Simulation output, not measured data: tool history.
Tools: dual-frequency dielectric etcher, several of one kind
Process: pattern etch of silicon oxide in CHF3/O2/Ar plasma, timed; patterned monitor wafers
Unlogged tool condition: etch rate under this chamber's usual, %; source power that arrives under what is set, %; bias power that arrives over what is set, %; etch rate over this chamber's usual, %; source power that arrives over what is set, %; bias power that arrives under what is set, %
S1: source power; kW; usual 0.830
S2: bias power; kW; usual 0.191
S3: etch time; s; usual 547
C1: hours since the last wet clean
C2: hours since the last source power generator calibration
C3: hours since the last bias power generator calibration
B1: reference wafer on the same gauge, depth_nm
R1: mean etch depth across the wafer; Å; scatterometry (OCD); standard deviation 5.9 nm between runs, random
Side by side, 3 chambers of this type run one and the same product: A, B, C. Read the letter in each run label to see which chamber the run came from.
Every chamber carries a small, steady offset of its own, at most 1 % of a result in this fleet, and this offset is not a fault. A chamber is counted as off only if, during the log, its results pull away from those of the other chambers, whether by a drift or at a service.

{"hour": 4.9, "done": "chamber C: wet clean of the chamber"}
{"run": "1A", "hour": 9.6, "S1": 0.83, "S2": 0.191, "S3": 547, "C1": 449.7, "C2": 2339.2, "C3": 209.8, "B1": 1210.0, "R1": 12460}
{"hour": 15.0, "done": "chamber B: wet clean of the chamber"}
{"run": "2B", "hour": 15.2, "S1": 0.83, "S2": 0.191, "S3": 547, "C1": 0.2, "C2": 1465.2, "C3": 1284.4, "B1": 1209.6, "R1": 12583}
{"run": "3C", "hour": 20.8, "S1": 0.83, "S2": 0.191, "S3": 547, "C1": 16.0, "C2": 3900.7, "C3": 521.5, "B1": 1209.4, "R1": 12318}
{"run": "4A", "hour": 30.5, "S1": 0.83, "S2": 0.191, "S3": 547, "C1": 470.6, "C2": 2360.1, "C3": 230.7, "B1": 1209.5, "R1": 12426}
{"run": "5B", "hour": 39.0, "S1": 0.83, "S2": 0.191, "S3": 547, "C1": 24.0, "C2": 1489.0, "C3": 1308.2, "B1": 1210.6, "R1": 12612}
{"run": "6C", "hour": 45.0, "S1": 0.83, "S2": 0.191, "S3": 547, "C1": 40.2, "C2": 3924.9, "C3": 545.7, "B1": 1211.8, "R1": 12416}
{"run": "7A", "hour": 50.6, "S1": 0.83, "S2": 0.191, "S3": 547, "C1": 490.7, "C2": 2380.2, "C3": 250.8, "B1": 1211.0, "R1": 12365}
{"run": "8C", "hour": 59.8, "S1": 0.83, "S2": 0.191, "S3": 547, "C1": 55.0, "C2": 3939.7, "C3": 560.5, "B1": 1210.6, "R1": 12498}
{"run": "9B", "hour": 69.4, "S1": 0.96, "S2": 0.191, "S3": 547, "C1": 54.4, "C2": 1519.4, "C3": 1338.6, "B1": 1210.1, "R1": 13229}
{"run": "10B", "hour": 77.4, "S1": 0.96, "S2": 0.191, "S3": 547, "C1": 62.4, "C2": 1527.4, "C3": 1346.6, "B1": 1209.6, "R1": 13274}
{"run": "11A", "hour": 82.0, "S1": 0.96, "S2": 0.191, "S3": 547, "C1": 522.1, "C2": 2411.6, "C3": 282.2, "B1": 1211.5, "R1": 13072}
{"run": "12C", "hour": 86.4, "S1": 0.83, "S2": 0.191, "S3": 547, "C1": 81.6, "C2": 3966.3, "C3": 587.1, "B1": 1209.5, "R1": 12335}
{"run": "13B", "hour": 95.3, "S1": 0.83, "S2": 0.191, "S3": 547, "C1": 80.3, "C2": 1545.3, "C3": 1364.5, "B1": 1209.2, "R1": 12552}
{"run": "14A", "hour": 102.5, "S1": 0.83, "S2": 0.191, "S3": 547, "C1": 542.6, "C2": 2432.1, "C3": 302.7, "B1": 1210.0, "R1": 12560}
{"run": "15C", "hour": 110.1, "S1": 0.83, "S2": 0.191, "S3": 547, "C1": 105.3, "C2": 3990.0, "C3": 610.8, "B1": 1208.6, "R1": 12302}
{"run": "16B", "hour": 115.4, "S1": 0.83, "S2": 0.191, "S3": 547, "C1": 100.4, "C2": 1565.4, "C3": 1384.6, "B1": 1210.1, "R1": 12536}
{"run": "17A", "hour": 121.3, "S1": 0.83, "S2": 0.191, "S3": 547, "C1": 561.4, "C2": 2450.9, "C3": 321.5, "B1": 1210.3, "R1": 12511}
{"run": "18C", "hour": 130.0, "S1": 0.83, "S2": 0.191, "S3": 547, "C1": 125.2, "C2": 4009.9, "C3": 630.7, "B1": 1210.9, "R1": 12346}
{"run": "19A", "hour": 135.9, "S1": 0.83, "S2": 0.191, "S3": 547, "C1": 576.0, "C2": 2465.5, "C3": 336.1, "B1": 1209.8, "R1": 12368}
{"run": "20B", "hour": 141.3, "S1": 0.83, "S2": 0.191, "S3": 547, "C1": 126.3, "C2": 1591.3, "C3": 1410.5, "B1": 1209.3, "R1": 12556}
{"run": "21C", "hour": 149.8, "S1": 0.83, "S2": 0.191, "S3": 547, "C1": 145.0, "C2": 4029.7, "C3": 650.5, "B1": 1209.3, "R1": 12418}
{"run": "22C", "hour": 158.2, "S1": 0.83, "S2": 0.191, "S3": 547, "C1": 153.4, "C2": 4038.1, "C3": 658.9, "B1": 1209.9, "R1": 12362}
{"run": "23B", "hour": 163.4, "S1": 0.83, "S2": 0.191, "S3": 547, "C1": 148.4, "C2": 1613.4, "C3": 1432.6, "B1": 1209.9, "R1": 12558}
{"run": "24A", "hour": 169.3, "S1": 0.83, "S2": 0.191, "S3": 547, "C1": 609.4, "C2": 2498.9, "C3": 369.5, "B1": 1209.6, "R1": 12418}
{"run": "25A", "hour": 175.1, "S1": 0.83, "S2": 0.191, "S3": 547, "C1": 615.2, "C2": 2504.7, "C3": 375.3, "B1": 1210.2, "R1": 12457}
{"hour": 177.4, "done": "chamber A: wet clean of the chamber"}
{"run": "26C", "hour": 180.5, "S1": 0.75, "S2": 0.158, "S3": 547, "C1": 175.7, "C2": 4060.4, "C3": 681.2, "B1": 1211.3, "R1": 11145}
{"run": "27B", "hour": 187.4, "S1": 0.75, "S2": 0.158, "S3": 547, "C1": 172.4, "C2": 1637.4, "C3": 1456.6, "B1": 1210.2, "R1": 11283}
{"run": "28C", "hour": 191.7, "S1": 0.75, "S2": 0.158, "S3": 547, "C1": 186.9, "C2": 4071.6, "C3": 692.4, "B1": 1209.7, "R1": 11173}
{"run": "29B", "hour": 200.0, "S1": 0.83, "S2": 0.191, "S3": 547, "C1": 185.0, "C2": 1650.0, "C3": 1469.2, "B1": 1210.0, "R1": 12557}
{"run": "30A", "hour": 206.9, "S1": 0.83, "S2": 0.229, "S3": 547, "C1": 29.6, "C2": 2536.5, "C3": 407.1, "B1": 1210.1, "R1": 12743}
{"run": "31C", "hour": 212.1, "S1": 0.83, "S2": 0.229, "S3": 547, "C1": 207.3, "C2": 4092.0, "C3": 712.8, "B1": 1210.4, "R1": 13105}
{"run": "32B", "hour": 217.9, "S1": 0.83, "S2": 0.229, "S3": 547, "C1": 202.9, "C2": 1667.9, "C3": 1487.1, "B1": 1209.9, "R1": 13416}
{"run": "33A", "hour": 223.6, "S1": 0.83, "S2": 0.191, "S3": 547, "C1": 46.3, "C2": 2553.2, "C3": 423.8, "B1": 1210.4, "R1": 11813}
{"run": "34A", "hour": 229.9, "S1": 0.83, "S2": 0.191, "S3": 547, "C1": 52.6, "C2": 2559.5, "C3": 430.1, "B1": 1209.5, "R1": 11802}
{"run": "35B", "hour": 235.4, "S1": 0.83, "S2": 0.191, "S3": 547, "C1": 220.4, "C2": 1685.4, "C3": 1504.6, "B1": 1210.8, "R1": 12602}
{"hour": 240.5, "done": "chamber C: source power generator calibrated"}
{"run": "36C", "hour": 244.8, "S1": 0.83, "S2": 0.191, "S3": 547, "C1": 240.0, "C2": 4.3, "C3": 745.5, "B1": 1211.0, "R1": 12344}
{"run": "37B", "hour": 253.3, "S1": 0.83, "S2": 0.191, "S3": 547, "C1": 238.3, "C2": 1703.3, "C3": 1522.5, "B1": 1208.7, "R1": 12566}
{"run": "38C", "hour": 261.7, "S1": 0.83, "S2": 0.191, "S3": 547, "C1": 256.9, "C2": 21.2, "C3": 762.4, "B1": 1210.8, "R1": 12326}
{"run": "39A", "hour": 269.2, "S1": 0.83, "S2": 0.191, "S3": 547, "C1": 91.9, "C2": 2598.8, "C3": 469.4, "B1": 1210.9, "R1": 11834}
{"run": "40C", "hour": 276.0, "S1": 0.83, "S2": 0.191, "S3": 547, "C1": 271.2, "C2": 35.5, "C3": 776.7, "B1": 1210.0, "R1": 12420}
{"run": "41A", "hour": 284.3, "S1": 0.83, "S2": 0.191, "S3": 547, "C1": 107.0, "C2": 2613.9, "C3": 484.5, "B1": 1208.9, "R1": 11934}

Predict what each chamber gives when all 3 of them run the settings below next.
{"run": "42A", "hour": 291.3, "S1": 0.83, "S2": 0.191, "S3": 547, "R1": "?"}
{"run": "42B", "hour": 291.3, "S1": 0.83, "S2": 0.191, "S3": 547, "R1": "?"}
{"run": "42C", "hour": 291.3, "S1": 0.83, "S2": 0.191, "S3": 547, "R1": "?"}

run=42A R1=12018
run=42B R1=12625
run=42C R1=12315
